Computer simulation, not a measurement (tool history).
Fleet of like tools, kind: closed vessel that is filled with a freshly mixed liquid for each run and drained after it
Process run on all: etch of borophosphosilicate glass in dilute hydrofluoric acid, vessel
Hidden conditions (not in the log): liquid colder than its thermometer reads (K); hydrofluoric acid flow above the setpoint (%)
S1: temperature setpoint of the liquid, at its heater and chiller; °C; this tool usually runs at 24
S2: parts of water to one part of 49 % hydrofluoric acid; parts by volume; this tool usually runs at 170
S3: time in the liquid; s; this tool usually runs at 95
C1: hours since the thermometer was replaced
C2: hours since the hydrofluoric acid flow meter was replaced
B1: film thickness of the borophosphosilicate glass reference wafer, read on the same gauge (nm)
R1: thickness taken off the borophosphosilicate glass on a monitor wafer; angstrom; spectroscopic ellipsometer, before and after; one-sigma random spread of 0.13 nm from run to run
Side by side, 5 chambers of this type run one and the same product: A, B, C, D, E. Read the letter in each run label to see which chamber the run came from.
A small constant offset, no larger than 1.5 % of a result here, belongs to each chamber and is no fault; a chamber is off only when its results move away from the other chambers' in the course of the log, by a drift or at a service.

Run 1B, day 0.446: usual settings; C1 55.9; C2 1024.3; B1 149.96. Result: R1 279.97 angstrom.
Run 2D, day 0.933: usual settings; C1 117.6; C2 415.6; B1 150.02. Result: R1 283.63 angstrom.
At day 1.008: chamber A: thermometer replaced.
Run 3A, day 1.550: usual settings; C1 13.0; C2 1123.1; B1 150.01. Result: R1 282.91 angstrom.
At day 1.858: chamber B: hydrofluoric acid flow meter replaced.
Run 4E, day 2.117: usual settings; C1 861.7; C2 345.1; B1 149.99. Result: R1 283.69 angstrom.
Run 5C, day 2.738: usual settings; C1 951.1; C2 1565.1; B1 149.99. Result: R1 284.72 angstrom.
Run 6C, day 3.367: usual settings; C1 966.2; C2 1580.2; B1 150.01. Result: R1 282.33 angstrom.
Run 7B, day 3.829: usual settings; C1 137.1; C2 47.4; B1 150.00. Result: R1 282.17 angstrom.
Run 8E, day 4.421: usual settings; C1 917.0; C2 400.4; B1 150.01. Result: R1 285.09 angstrom.
Run 9D, day 4.796: usual settings; C1 210.3; C2 508.3; B1 150.00. Result: R1 282.19 angstrom.
Run 10A, day 5.083: usual settings; C1 97.8; C2 1207.9; B1 150.01. Result: R1 286.55 angstrom.
Run 11E, day 5.483: usual settings; C1 942.5; C2 425.9; B1 150.01. Result: R1 283.98 angstrom.
Run 12C, day 5.875: usual settings but S2 95 parts by volume, S3 45 s; C1 1026.4; C2 1640.4; B1 150.02. Result: R1 264.29 angstrom.
Run 13A, day 6.238: usual settings but S2 95 parts by volume, S3 45 s; C1 125.5; C2 1235.6; B1 149.98. Result: R1 266.99 angstrom.
Run 14D, day 6.679: usual settings but S2 95 parts by volume, S3 45 s; C1 255.5; C2 553.5; B1 149.99. Result: R1 265.51 angstrom.
Run 15B, day 7.029: usual settings but S2 95 parts by volume, S3 45 s; C1 213.9; C2 124.2; B1 150.00. Result: R1 265.38 angstrom.
Run 16C, day 7.338: usual settings but S2 95 parts by volume, S3 45 s; C1 1061.5; C2 1675.5; B1 150.00. Result: R1 260.57 angstrom.
Run 17E, day 7.704: usual settings; C1 995.8; C2 479.2; B1 150.00. Result: R1 284.19 angstrom.
Run 18A, day 8.129: usual settings; C1 170.9; C2 1281.0; B1 149.97. Result: R1 282.26 angstrom.
Run 19D, day 8.508: usual settings but S3 145 s; C1 299.4; C2 597.4; B1 149.99. Result: R1 436.25 angstrom.
At day 9.017: chamber C: hydrofluoric acid flow meter replaced.
Run 20B, day 9.038: usual settings but S3 145 s; C1 262.1; C2 172.4; B1 149.99. Result: R1 433.05 angstrom.
Run 21A, day 9.671: usual settings but S3 145 s; C1 207.9; C2 1318.0; B1 149.99. Result: R1 433.10 angstrom.
Run 22C, day 10.017: usual settings but S3 145 s; C1 1125.8; C2 24.1; B1 150.01. Result: R1 424.06 angstrom.
Run 23E, day 10.312: usual settings but S3 145 s; C1 1058.4; C2 541.8; B1 149.98. Result: R1 432.25 angstrom.
Run 24D, day 10.608: usual settings; C1 349.8; C2 647.8; B1 150.01. Result: R1 284.05 angstrom.
Run 25B, day 11.042: usual settings; C1 310.2; C2 220.5; B1 150.01. Result: R1 284.25 angstrom.
Run 26E, day 11.408: usual settings; C1 1084.7; C2 568.1; B1 150.00. Result: R1 283.01 angstrom.
Run 27D, day 12.033: usual settings; C1 384.0; C2 682.0; B1 150.01. Result: R1 285.23 angstrom.
Run 28B, day 12.438: usual settings; C1 343.7; C2 254.0; B1 150.03. Result: R1 285.22 angstrom.
Run 29A, day 12.825: usual settings; C1 283.6; C2 1393.7; B1 150.00. Result: R1 283.22 angstrom.
Run 30C, day 13.462: usual settings; C1 1208.5; C2 106.8; B1 150.02. Result: R1 272.15 angstrom.
Run 31D, day 13.917: usual settings; C1 429.2; C2 727.2; B1 149.99. Result: R1 285.69 angstrom.
Run 32A, day 14.288: usual settings; C1 318.7; C2 1428.8; B1 150.00. Result: R1 280.98 angstrom.
Run 33E, day 14.608: usual settings; C1 1161.5; C2 644.9; B1 150.00. Result: R1 284.29 angstrom.
Run 34C, day 14.917: usual settings; C1 1243.4; C2 141.7; B1 150.02. Result: R1 269.46 angstrom.

Does one chamber stand apart from the rest, does the shared gauge drift, or is all well apart from small per-chamber offsets? Give the chamber and the most likely cause, where there is one.

Chamber C drifts away from the others.
What lies behind it: liquid colder than its thermometer reads (K) = 1.34.

Below are 4 candidate recipes for chamber C's next run, each the usual settings with a change, their results shown as question marks. Which of them brings C's results back in line with what the other chambers give on the usual settings?
In line here means within this much of the mean the other chambers give on the usual settings: R1 4.60 angstrom
Run 35C-1, day 15.375: usual settings but S2 165 parts by volume, S3 100 s. Result: R1 ?.
Run 35C-2, day 15.375: usual settings but S2 175 parts by volume, S3 90 s. Result: R1 ?.
Run 35C-3, day 15.375: usual settings but S1 25.5 °C. Result: R1 ?.
Run 35C-4, day 15.375: usual settings but S3 90 s. Result: R1 ?.

Other chambers, usual settings, mean: R1 283.55 angstrom
  run      R1
35C-1  294.00
35C-2  246.55
35C-3  285.05
35C-4  255.30
The answer is 35C-3, which returns the chamber to within the allowed miss of the others.
